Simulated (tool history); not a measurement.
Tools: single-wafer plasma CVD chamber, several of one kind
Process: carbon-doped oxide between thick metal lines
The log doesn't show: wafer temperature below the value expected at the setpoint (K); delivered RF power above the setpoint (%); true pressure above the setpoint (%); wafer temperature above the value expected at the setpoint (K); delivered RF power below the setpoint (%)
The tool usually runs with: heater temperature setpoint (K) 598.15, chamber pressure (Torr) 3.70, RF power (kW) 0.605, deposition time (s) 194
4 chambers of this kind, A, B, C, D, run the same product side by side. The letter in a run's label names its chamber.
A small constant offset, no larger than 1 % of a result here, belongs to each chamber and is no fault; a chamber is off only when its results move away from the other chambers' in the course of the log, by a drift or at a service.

run   hour  heater temperature setpoint (K)  chamber pressure (Torr)  RF power (kW)  deposition time (s)  hours since the last thermocouple change  hours since the last RF generator calibration  hours since the last manometer calibration  read-back reference wafer on the same gauge, thickness_nm  mean film thickness on the monitor wafer (nm)
 1D    9.7                           598.15                     3.70          0.605                  194                                     185.3                                         1896.1                                      1565.0                                                     1299.7                                        1130.80
 2B   17.7                           598.15                     3.70          0.605                  194                                    1370.9                                         1106.7                                       113.6                                                     1300.8                                        1125.50
 3C   29.2                           598.15                     3.70          0.605                  194                                     462.4                                          615.2                                       828.0                                                     1300.1                                        1126.70
 4A   38.7                           598.15                     3.70          0.605                  194                                    1295.0                                          322.6                                       801.5                                                     1300.6                                        1132.00
 5D   47.3                           598.15                     3.70          0.605                  194                                     222.9                                         1933.7                                      1602.6                                                     1300.0                                        1133.50
 6A   59.5                           598.15                     3.70          0.605                  194                                    1315.8                                          343.4                                       822.3                                                     1300.4                                        1132.30
      61.6  -- chamber D: RF generator calibrated
 7C   69.4                           598.15                     3.70          0.605                  194                                     502.6                                          655.4                                       868.2                                                     1300.9                                        1121.50
 8B   75.2                           598.15                     3.70          0.605                  194                                    1428.4                                         1164.2                                       171.1                                                     1299.8                                        1127.50
 9A   84.6                           598.15                     3.70          0.605                  194                                    1340.9                                          368.5                                       847.4                                                     1299.8                                        1128.90
10B   95.7                           598.15                     3.70          0.605                  194                                    1448.9                                         1184.7                                       191.6                                                     1299.5                                        1128.30
11D  104.7                           598.15                     3.70          0.605                  194                                     280.3                                           43.1                                      1660.0                                                     1299.7                                        1136.80
12C  111.3                           598.15                     3.70          0.605                  194                                     544.5                                          697.3                                       910.1                                                     1300.0                                        1123.90
13D  121.3                           598.15                     3.70          0.605                  194                                     296.9                                           59.7                                      1676.6                                                     1299.3                                        1140.10
14A  128.0                           598.15                     3.70          0.605                  194                                    1384.3                                          411.9                                       890.8                                                     1299.8                                        1129.00
15C  135.9                           598.15                     4.20          0.715                  194                                     569.1                                          721.9                                       934.7                                                     1300.4                                        1264.00
16B  148.1                           598.15                     4.20          0.715                  194                                    1501.3                                         1237.1                                       244.0                                                     1300.3                                        1264.10
17C  160.1                           598.15                     4.20          0.715                  194                                     593.3                                          746.1                                       958.9                                                     1299.7                                        1264.60
18B  169.2                           598.15                     4.20          0.715                  194                                    1522.4                                         1258.2                                       265.1                                                     1300.0                                        1264.90
19A  178.2                           598.15                     3.70          0.605                  194                                    1434.5                                          462.1                                       941.0                                                     1300.2                                        1132.60
20D  190.6                           598.15                     3.70          0.605                  194                                     366.2                                          129.0                                      1745.9                                                     1300.2                                        1138.40
     198.4  -- chamber B: thermocouple changed; heater temperature recalibrated
21A  199.3                           598.15                     4.21          0.605                  194                                    1455.6                                          483.2                                       962.1                                                     1300.1                                        1154.70
22C  211.7                           598.15                     4.21          0.605                  194                                     644.9                                          797.7                                      1010.5                                                     1300.3                                        1143.20
23B  219.6                           598.15                     4.21          0.605                  194                                      21.3                                         1308.6                                       315.5                                                     1300.4                                        1148.60
24D  232.4                           598.15                     4.21          0.605                  194                                     408.0                                          170.8                                      1787.7                                                     1299.8                                        1158.10
25C  244.4                           598.15                     3.70          0.605                  194                                     677.6                                          830.4                                      1043.2                                                     1299.8                                        1123.60
26B  254.6                           598.15                     3.70          0.605                  194                                      56.3                                         1343.6                                       350.5                                                     1300.7                                        1124.30
27D  263.5                           598.15                     3.70          0.605                  194                                     439.1                                          201.9                                      1818.8                                                     1299.5                                        1129.30
28A  270.8                           598.15                     3.70          0.605                  167                                    1527.1                                          554.7                                      1033.6                                                     1299.3                                         981.21
29B  278.6                           598.15                     3.70          0.605                  167                                      80.3                                         1367.6                                       374.5                                                     1299.9                                         972.82
     280.8  -- chamber D: capacitance manometer re-zeroed and calibrated
30C  290.3                           598.15                     3.70          0.605                  167                                     723.5                                          876.3                                      1089.1                                                     1300.2                                         969.75
31D  299.7                           598.15                     3.70          0.605                  167                                     475.3                                          238.1                                        18.9                                                     1300.1                                         981.13
32A  308.0                           598.15                     3.70          0.490                  175                                    1564.3                                          591.9                                      1070.8                                                     1300.5                                         900.60
33C  320.8                           598.15                     3.70          0.490                  175                                     754.0                                          906.8                                      1119.6                                                     1300.0                                         883.32
34A  333.5                           598.15                     3.70          0.490                  175                                    1589.8                                          617.4                                      1096.3                                                     1300.1                                         898.43

All chambers now run identical settings, listed one chamber a line with results as question marks. What results will each chamber show?
35A  342.9                           606.15                     3.70          0.605                  194                                                                                                                                                                                                                                              ?
35B  342.9                           606.15                     3.70          0.605                  194                                                                                                                                                                                                                                              ?
35C  342.9                           606.15                     3.70          0.605                  194                                                                                                                                                                                                                                              ?
35D  342.9                           606.15                     3.70          0.605                  194                                                                                                                                                                                                                                              ?

run  mean film thickness on the monitor wafer (nm)
35A                                        1103.10
35B                                        1099.50
35C                                        1099.10
35D                                        1110.70

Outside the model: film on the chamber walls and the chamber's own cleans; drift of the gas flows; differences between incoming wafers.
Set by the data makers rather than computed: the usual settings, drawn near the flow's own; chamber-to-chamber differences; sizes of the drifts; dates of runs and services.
